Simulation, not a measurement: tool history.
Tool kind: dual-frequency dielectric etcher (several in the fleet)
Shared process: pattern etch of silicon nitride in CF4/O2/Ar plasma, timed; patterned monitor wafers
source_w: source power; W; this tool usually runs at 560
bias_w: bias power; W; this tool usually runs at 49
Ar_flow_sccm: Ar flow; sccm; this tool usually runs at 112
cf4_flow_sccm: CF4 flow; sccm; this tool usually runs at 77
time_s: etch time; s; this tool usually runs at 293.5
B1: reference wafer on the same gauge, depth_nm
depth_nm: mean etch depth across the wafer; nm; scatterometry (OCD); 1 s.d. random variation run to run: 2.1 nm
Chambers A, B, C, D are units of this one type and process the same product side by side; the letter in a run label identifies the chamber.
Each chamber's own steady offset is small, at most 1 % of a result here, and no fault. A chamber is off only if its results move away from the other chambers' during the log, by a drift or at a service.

run 1D hour=5.8 | source_w=560 bias_w=49 Ar_flow_sccm=112 cf4_flow_sccm=77 time_s=293.5 | B1=519.33 | depth_nm=585.78
-- hour=11.6 chamber B: Ar flow controller replaced
run 2C hour=14.2 | source_w=560 bias_w=49 Ar_flow_sccm=112 cf4_flow_sccm=77 time_s=293.5 | B1=518.83 | depth_nm=578.75
run 3B hour=25.0 | source_w=560 bias_w=49 Ar_flow_sccm=112 cf4_flow_sccm=77 time_s=293.5 | B1=519.11 | depth_nm=586.11
run 4A hour=30.3 | source_w=560 bias_w=49 Ar_flow_sccm=112 cf4_flow_sccm=77 time_s=293.5 | B1=519.40 | depth_nm=583.24
-- hour=33.3 chamber B: source power generator calibrated
run 5C hour=35.1 | source_w=560 bias_w=49 Ar_flow_sccm=112 cf4_flow_sccm=77 time_s=293.5 | B1=518.90 | depth_nm=580.85
run 6B hour=41.8 | source_w=560 bias_w=49 Ar_flow_sccm=112 cf4_flow_sccm=77 time_s=293.5 | B1=518.96 | depth_nm=584.36
run 7D hour=47.3 | source_w=560 bias_w=49 Ar_flow_sccm=112 cf4_flow_sccm=77 time_s=293.5 | B1=518.88 | depth_nm=588.38
run 8A hour=54.8 | source_w=560 bias_w=49 Ar_flow_sccm=112 cf4_flow_sccm=77 time_s=293.5 | B1=519.18 | depth_nm=584.91
run 9A hour=64.0 | source_w=560 bias_w=49 Ar_flow_sccm=112 cf4_flow_sccm=77 time_s=293.5 | B1=518.72 | depth_nm=582.23
run 10C hour=69.8 | source_w=560 bias_w=49 Ar_flow_sccm=112 cf4_flow_sccm=77 time_s=293.5 | B1=519.16 | depth_nm=576.60
run 11D hour=76.2 | source_w=560 bias_w=49 Ar_flow_sccm=112 cf4_flow_sccm=77 time_s=293.5 | B1=519.38 | depth_nm=586.55
run 12B hour=83.1 | source_w=560 bias_w=49 Ar_flow_sccm=112 cf4_flow_sccm=77 time_s=293.5 | B1=519.25 | depth_nm=585.61
run 13B hour=88.4 | source_w=560 bias_w=49 Ar_flow_sccm=112 cf4_flow_sccm=77 time_s=293.5 | B1=519.03 | depth_nm=581.14
run 14A hour=95.8 | source_w=560 bias_w=49 Ar_flow_sccm=112 cf4_flow_sccm=77 time_s=293.5 | B1=519.15 | depth_nm=586.11
run 15D hour=100.6 | source_w=560 bias_w=49 Ar_flow_sccm=137 cf4_flow_sccm=77 time_s=293.5 | B1=518.57 | depth_nm=572.23
run 16C hour=107.7 | source_w=560 bias_w=49 Ar_flow_sccm=137 cf4_flow_sccm=77 time_s=293.5 | B1=518.83 | depth_nm=555.57
run 17D hour=118.3 | source_w=560 bias_w=49 Ar_flow_sccm=137 cf4_flow_sccm=77 time_s=293.5 | B1=519.34 | depth_nm=571.19
run 18B hour=127.1 | source_w=560 bias_w=49 Ar_flow_sccm=137 cf4_flow_sccm=77 time_s=293.5 | B1=519.24 | depth_nm=571.26
run 19A hour=137.7 | source_w=560 bias_w=49 Ar_flow_sccm=112 cf4_flow_sccm=77 time_s=293.5 | B1=518.78 | depth_nm=585.81
run 20C hour=147.3 | source_w=560 bias_w=49 Ar_flow_sccm=112 cf4_flow_sccm=77 time_s=293.5 | B1=519.18 | depth_nm=568.25
run 21A hour=154.8 | source_w=560 bias_w=49 Ar_flow_sccm=112 cf4_flow_sccm=77 time_s=241.5 | B1=519.37 | depth_nm=483.18
run 22D hour=164.8 | source_w=560 bias_w=49 Ar_flow_sccm=112 cf4_flow_sccm=77 time_s=241.5 | B1=519.03 | depth_nm=480.83
-- hour=168.0 chamber C: wet clean of the chamber
run 23B hour=174.1 | source_w=560 bias_w=49 Ar_flow_sccm=112 cf4_flow_sccm=77 time_s=241.5 | B1=519.42 | depth_nm=485.50
run 24C hour=182.5 | source_w=560 bias_w=49 Ar_flow_sccm=112 cf4_flow_sccm=77 time_s=241.5 | B1=518.46 | depth_nm=461.12
run 25C hour=189.2 | source_w=450 bias_w=41 Ar_flow_sccm=112 cf4_flow_sccm=77 time_s=293.5 | B1=519.14 | depth_nm=432.85
-- hour=192.9 chamber A: wet clean of the chamber
run 26A hour=199.7 | source_w=450 bias_w=41 Ar_flow_sccm=112 cf4_flow_sccm=77 time_s=293.5 | B1=518.78 | depth_nm=451.25

Next, every chamber runs the same settings. What will each give?
run 27A hour=207.4 | source_w=560 bias_w=49 Ar_flow_sccm=91 cf4_flow_sccm=77 time_s=293.5 | depth_nm=?
run 27B hour=207.4 | source_w=560 bias_w=49 Ar_flow_sccm=91 cf4_flow_sccm=77 time_s=293.5 | depth_nm=?
run 27C hour=207.4 | source_w=560 bias_w=49 Ar_flow_sccm=91 cf4_flow_sccm=77 time_s=293.5 | depth_nm=?
run 27D hour=207.4 | source_w=560 bias_w=49 Ar_flow_sccm=91 cf4_flow_sccm=77 time_s=293.5 | depth_nm=?

run=27A depth_nm=602.17
run=27B depth_nm=602.05
run=27C depth_nm=573.35
run=27D depth_nm=603.11
